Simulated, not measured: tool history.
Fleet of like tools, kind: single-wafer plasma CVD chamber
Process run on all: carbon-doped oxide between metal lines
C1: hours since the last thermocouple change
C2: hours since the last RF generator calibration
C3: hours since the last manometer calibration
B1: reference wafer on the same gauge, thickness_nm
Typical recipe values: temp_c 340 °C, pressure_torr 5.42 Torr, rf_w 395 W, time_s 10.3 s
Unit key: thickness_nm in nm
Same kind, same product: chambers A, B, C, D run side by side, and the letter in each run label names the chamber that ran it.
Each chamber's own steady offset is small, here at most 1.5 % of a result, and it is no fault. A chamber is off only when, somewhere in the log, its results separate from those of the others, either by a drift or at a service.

Run 1B, hour 10.3: usual settings; C1 606.3; C2 630.0; C3 926.5; B1 44.117. Result: thickness_nm 46.924 nm.
At hour 13.0: chamber C: thermocouple changed; heater temperature recalibrated.
Run 2A, hour 24.0: usual settings; C1 1590.5; C2 551.1; C3 995.7; B1 44.078. Result: thickness_nm 47.957 nm.
Run 3C, hour 36.8: usual settings; C1 23.9; C2 1532.3; C3 2150.8; B1 44.091. Result: thickness_nm 46.981 nm.
Run 4D, hour 45.9: usual settings; C1 82.8; C2 1396.8; C3 241.1; B1 44.129. Result: thickness_nm 46.996 nm.
Run 5B, hour 59.7: usual settings; C1 655.7; C2 679.4; C3 975.9; B1 44.103. Result: thickness_nm 47.021 nm.
Run 6C, hour 72.6: usual settings; C1 59.7; C2 1568.1; C3 2186.6; B1 44.095. Result: thickness_nm 46.800 nm.
Run 7D, hour 80.2: usual settings; C1 117.1; C2 1431.1; C3 275.4; B1 44.087. Result: thickness_nm 47.380 nm.
Run 8A, hour 89.2: usual settings; C1 1655.7; C2 616.3; C3 1060.9; B1 44.094. Result: thickness_nm 47.746 nm.
Run 9D, hour 103.1: usual settings; C1 140.0; C2 1454.0; C3 298.3; B1 44.089. Result: thickness_nm 47.258 nm.
Run 10A, hour 115.8: usual settings but rf_w 430 W; C1 1682.3; C2 642.9; C3 1087.5; B1 44.087. Result: thickness_nm 50.866 nm.
Run 11C, hour 126.7: usual settings but rf_w 430 W; C1 113.8; C2 1622.2; C3 2240.7; B1 44.092. Result: thickness_nm 49.867 nm.
At hour 135.8: chamber B: capacitance manometer re-zeroed and calibrated.
Run 12B, hour 138.1: usual settings but rf_w 430 W; C1 734.1; C2 757.8; C3 2.4; B1 44.112. Result: thickness_nm 50.138 nm.
Run 13B, hour 146.6: usual settings but rf_w 430 W; C1 742.6; C2 766.3; C3 10.9; B1 44.129. Result: thickness_nm 50.215 nm.
Run 14C, hour 159.1: usual settings; C1 146.2; C2 1654.6; C3 2273.1; B1 44.107. Result: thickness_nm 46.968 nm.
Run 15A, hour 168.2: usual settings; C1 1734.7; C2 695.3; C3 1139.9; B1 44.107. Result: thickness_nm 47.871 nm.
At hour 174.7: chamber A: thermocouple changed; heater temperature recalibrated.
Run 16D, hour 175.7: usual settings but temp_c 330 °C; C1 212.6; C2 1526.6; C3 370.9; B1 44.082. Result: thickness_nm 48.850 nm.
Run 17B, hour 188.7: usual settings but temp_c 330 °C; C1 784.7; C2 808.4; C3 53.0; B1 44.097. Result: thickness_nm 48.696 nm.
At hour 190.7: chamber C: capacitance manometer re-zeroed and calibrated.
Run 18A, hour 198.3: usual settings but temp_c 330 °C; C1 23.6; C2 725.4; C3 1170.0; B1 44.095. Result: thickness_nm 49.400 nm.
Run 19C, hour 207.5: usual settings but temp_c 330 °C; C1 194.6; C2 1703.0; C3 16.8; B1 44.098. Result: thickness_nm 48.347 nm.
Run 20D, hour 219.2: usual settings; C1 256.1; C2 1570.1; C3 414.4; B1 44.102. Result: thickness_nm 47.151 nm.
Run 21B, hour 230.6: usual settings; C1 826.6; C2 850.3; C3 94.9; B1 44.116. Result: thickness_nm 47.042 nm.
Run 22D, hour 238.2: usual settings; C1 275.1; C2 1589.1; C3 433.4; B1 44.095. Result: thickness_nm 47.365 nm.
Run 23C, hour 246.4: usual settings; C1 233.5; C2 1741.9; C3 55.7; B1 44.088. Result: thickness_nm 47.011 nm.
Run 24A, hour 260.5: usual settings; C1 85.8; C2 787.6; C3 1232.2; B1 44.095. Result: thickness_nm 48.000 nm.
Run 25C, hour 273.8: usual settings; C1 260.9; C2 1769.3; C3 83.1; B1 44.108. Result: thickness_nm 46.919 nm.
Run 26B, hour 284.0: usual settings but pressure_torr 5.88 Torr, rf_w 450 W; C1 880.0; C2 903.7; C3 148.3; B1 44.110. Result: thickness_nm 52.301 nm.

One chamber off, gauge drift, or nothing amiss beyond the chambers' own small offsets? If it is a chamber, which one, and what is the likeliest cause?

Nothing is wrong: each chamber keeps only its own small, steady offset and the gauge holds still.
